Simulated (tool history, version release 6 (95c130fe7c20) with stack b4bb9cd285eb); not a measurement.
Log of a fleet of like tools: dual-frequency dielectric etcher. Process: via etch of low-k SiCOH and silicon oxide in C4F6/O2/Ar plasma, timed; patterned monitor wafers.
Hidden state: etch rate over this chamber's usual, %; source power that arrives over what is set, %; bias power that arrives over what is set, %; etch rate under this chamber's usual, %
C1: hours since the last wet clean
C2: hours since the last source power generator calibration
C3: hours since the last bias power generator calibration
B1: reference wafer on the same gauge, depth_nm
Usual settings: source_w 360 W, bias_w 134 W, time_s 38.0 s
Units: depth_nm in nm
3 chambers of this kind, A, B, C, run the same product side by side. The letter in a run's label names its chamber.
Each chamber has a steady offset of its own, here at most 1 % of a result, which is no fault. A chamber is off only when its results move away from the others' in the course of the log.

{"run": "1B", "hour": 9.7, "source_w": 360, "bias_w": 134, "time_s": 38.0, "C1": 95.1, "C2": 210.1, "C3": 799.1, "B1": 93.545, "depth_nm": 86.689}
{"run": "2A", "hour": 24.0, "source_w": 360, "bias_w": 134, "time_s": 38.0, "C1": 116.1, "C2": 633.4, "C3": 2386.1, "B1": 93.611, "depth_nm": 86.661}
{"run": "3C", "hour": 30.4, "source_w": 360, "bias_w": 134, "time_s": 38.0, "C1": 495.3, "C2": 2543.5, "C3": 3719.8, "B1": 93.583, "depth_nm": 86.168}
{"run": "4A", "hour": 41.1, "source_w": 360, "bias_w": 134, "time_s": 38.0, "C1": 133.2, "C2": 650.5, "C3": 2403.2, "B1": 93.638, "depth_nm": 86.551}
{"run": "5B", "hour": 48.9, "source_w": 360, "bias_w": 134, "time_s": 38.0, "C1": 134.3, "C2": 249.3, "C3": 838.3, "B1": 93.639, "depth_nm": 86.656}
{"run": "6C", "hour": 61.2, "source_w": 360, "bias_w": 134, "time_s": 38.0, "C1": 526.1, "C2": 2574.3, "C3": 3750.6, "B1": 93.591, "depth_nm": 86.469}
{"run": "7C", "hour": 71.5, "source_w": 360, "bias_w": 134, "time_s": 38.0, "C1": 536.4, "C2": 2584.6, "C3": 3760.9, "B1": 93.621, "depth_nm": 86.231}
{"run": "8A", "hour": 80.8, "source_w": 360, "bias_w": 134, "time_s": 38.0, "C1": 172.9, "C2": 690.2, "C3": 2442.9, "B1": 93.585, "depth_nm": 86.997}
{"run": "9B", "hour": 93.0, "source_w": 360, "bias_w": 134, "time_s": 38.0, "C1": 178.4, "C2": 293.4, "C3": 882.4, "B1": 93.588, "depth_nm": 87.13}
{"run": "10A", "hour": 106.5, "source_w": 360, "bias_w": 107, "time_s": 38.0, "C1": 198.6, "C2": 715.9, "C3": 2468.6, "B1": 93.648, "depth_nm": 81.141}
{"run": "11B", "hour": 118.0, "source_w": 360, "bias_w": 107, "time_s": 38.0, "C1": 203.4, "C2": 318.4, "C3": 907.4, "B1": 93.582, "depth_nm": 81.378}
{"run": "12C", "hour": 124.7, "source_w": 360, "bias_w": 107, "time_s": 38.0, "C1": 589.6, "C2": 2637.8, "C3": 3814.1, "B1": 93.625, "depth_nm": 81.169}
{"run": "13B", "hour": 136.2, "source_w": 390, "bias_w": 134, "time_s": 38.0, "C1": 221.6, "C2": 336.6, "C3": 925.6, "B1": 93.645, "depth_nm": 89.402}
{"run": "14A", "hour": 143.0, "source_w": 390, "bias_w": 134, "time_s": 38.0, "C1": 235.1, "C2": 752.4, "C3": 2505.1, "B1": 93.636, "depth_nm": 89.464}
{"run": "15C", "hour": 156.8, "source_w": 390, "bias_w": 134, "time_s": 38.0, "C1": 621.7, "C2": 2669.9, "C3": 3846.2, "B1": 93.62, "depth_nm": 89.398}
{"run": "16C", "hour": 169.7, "source_w": 440, "bias_w": 134, "time_s": 34.0, "C1": 634.6, "C2": 2682.8, "C3": 3859.1, "B1": 93.564, "depth_nm": 83.76}
{"hour": 172.6, "done": "chamber C: wet clean of the chamber"}
{"run": "17A", "hour": 178.9, "source_w": 440, "bias_w": 134, "time_s": 34.0, "C1": 271.0, "C2": 788.3, "C3": 2541.0, "B1": 93.581, "depth_nm": 83.615}
{"run": "18B", "hour": 193.4, "source_w": 440, "bias_w": 134, "time_s": 34.0, "C1": 278.8, "C2": 393.8, "C3": 982.8, "B1": 93.605, "depth_nm": 83.937}
{"run": "19A", "hour": 205.4, "source_w": 360, "bias_w": 134, "time_s": 38.0, "C1": 297.5, "C2": 814.8, "C3": 2567.5, "B1": 93.613, "depth_nm": 86.951}
{"run": "20C", "hour": 216.4, "source_w": 360, "bias_w": 134, "time_s": 29.5, "C1": 43.8, "C2": 2729.5, "C3": 3905.8, "B1": 93.639, "depth_nm": 66.105}
{"run": "21B", "hour": 227.7, "source_w": 360, "bias_w": 134, "time_s": 29.5, "C1": 313.1, "C2": 428.1, "C3": 1017.1, "B1": 93.65, "depth_nm": 67.342}
{"run": "22C", "hour": 236.0, "source_w": 360, "bias_w": 134, "time_s": 29.5, "C1": 63.4, "C2": 2749.1, "C3": 3925.4, "B1": 93.581, "depth_nm": 66.072}
{"run": "23B", "hour": 244.2, "source_w": 360, "bias_w": 134, "time_s": 38.0, "C1": 329.6, "C2": 444.6, "C3": 1033.6, "B1": 93.519, "depth_nm": 86.383}
{"run": "24A", "hour": 256.9, "source_w": 360, "bias_w": 134, "time_s": 38.0, "C1": 349.0, "C2": 866.3, "C3": 2619.0, "B1": 93.587, "depth_nm": 86.981}
{"run": "25B", "hour": 263.4, "source_w": 300, "bias_w": 134, "time_s": 38.0, "C1": 348.8, "C2": 463.8, "C3": 1052.8, "B1": 93.662, "depth_nm": 81.054}
{"run": "26A", "hour": 276.9, "source_w": 300, "bias_w": 134, "time_s": 38.0, "C1": 369.0, "C2": 886.3, "C3": 2639.0, "B1": 93.59, "depth_nm": 80.844}
{"run": "27C", "hour": 289.5, "source_w": 300, "bias_w": 134, "time_s": 38.0, "C1": 116.9, "C2": 2802.6, "C3": 3978.9, "B1": 93.593, "depth_nm": 79.561}
{"run": "28C", "hour": 302.0, "source_w": 360, "bias_w": 134, "time_s": 38.0, "C1": 129.4, "C2": 2815.1, "C3": 3991.4, "B1": 93.566, "depth_nm": 85.499}
{"run": "29B", "hour": 315.9, "source_w": 360, "bias_w": 134, "time_s": 38.0, "C1": 401.3, "C2": 516.3, "C3": 1105.3, "B1": 93.584, "depth_nm": 87.289}
{"run": "30A", "hour": 325.3, "source_w": 360, "bias_w": 134, "time_s": 38.0, "C1": 417.4, "C2": 934.7, "C3": 2687.4, "B1": 93.601, "depth_nm": 86.936}
{"run": "31C", "hour": 331.8, "source_w": 360, "bias_w": 134, "time_s": 38.0, "C1": 159.2, "C2": 2844.9, "C3": 4021.2, "B1": 93.65, "depth_nm": 85.281}
{"run": "32A", "hour": 342.0, "source_w": 360, "bias_w": 134, "time_s": 38.0, "C1": 434.1, "C2": 951.4, "C3": 2704.1, "B1": 93.504, "depth_nm": 86.748}
{"run": "33B", "hour": 353.9, "source_w": 360, "bias_w": 134, "time_s": 38.0, "C1": 439.3, "C2": 554.3, "C3": 1143.3, "B1": 93.609, "depth_nm": 86.651}
{"run": "34C", "hour": 361.2, "source_w": 360, "bias_w": 134, "time_s": 48.0, "C1": 188.6, "C2": 2874.3, "C3": 4050.6, "B1": 93.584, "depth_nm": 107.87}
{"run": "35B", "hour": 371.0, "source_w": 360, "bias_w": 134, "time_s": 48.0, "C1": 456.4, "C2": 571.4, "C3": 1160.4, "B1": 93.584, "depth_nm": 108.92}
{"run": "36A", "hour": 378.7, "source_w": 360, "bias_w": 134, "time_s": 48.0, "C1": 470.8, "C2": 988.1, "C3": 2740.8, "B1": 93.608, "depth_nm": 109.65}
{"run": "37C", "hour": 390.6, "source_w": 360, "bias_w": 160, "time_s": 27.5, "C1": 218.0, "C2": 2903.7, "C3": 4080.0, "B1": 93.586, "depth_nm": 65.118}
{"hour": 399.9, "done": "chamber A: wet clean of the chamber"}
{"run": "38B", "hour": 404.6, "source_w": 360, "bias_w": 160, "time_s": 27.5, "C1": 490.0, "C2": 605.0, "C3": 1194.0, "B1": 93.624, "depth_nm": 66.199}
{"run": "39A", "hour": 414.8, "source_w": 360, "bias_w": 160, "time_s": 27.5, "C1": 15.0, "C2": 1024.2, "C3": 2776.9, "B1": 93.64, "depth_nm": 66.185}
{"run": "40A", "hour": 421.6, "source_w": 360, "bias_w": 134, "time_s": 38.0, "C1": 21.8, "C2": 1031.0, "C3": 2783.7, "B1": 93.631, "depth_nm": 86.888}
{"run": "41B", "hour": 432.6, "source_w": 360, "bias_w": 134, "time_s": 38.0, "C1": 518.0, "C2": 633.0, "C3": 1222.0, "B1": 93.552, "depth_nm": 86.745}
{"run": "42C", "hour": 445.1, "source_w": 360, "bias_w": 115, "time_s": 38.0, "C1": 272.5, "C2": 2958.2, "C3": 4134.5, "B1": 93.664, "depth_nm": 81.385}

Next, every chamber runs the same settings. What will each give?
{"run": "43A", "hour": 455.4, "source_w": 360, "bias_w": 166, "time_s": 38.0, "depth_nm": "?"}
{"run": "43B", "hour": 455.4, "source_w": 360, "bias_w": 166, "time_s": 38.0, "depth_nm": "?"}
{"run": "43C", "hour": 455.4, "source_w": 360, "bias_w": 166, "time_s": 38.0, "depth_nm": "?"}

run=43A depth_nm=92.688
run=43B depth_nm=92.627
run=43C depth_nm=91.412

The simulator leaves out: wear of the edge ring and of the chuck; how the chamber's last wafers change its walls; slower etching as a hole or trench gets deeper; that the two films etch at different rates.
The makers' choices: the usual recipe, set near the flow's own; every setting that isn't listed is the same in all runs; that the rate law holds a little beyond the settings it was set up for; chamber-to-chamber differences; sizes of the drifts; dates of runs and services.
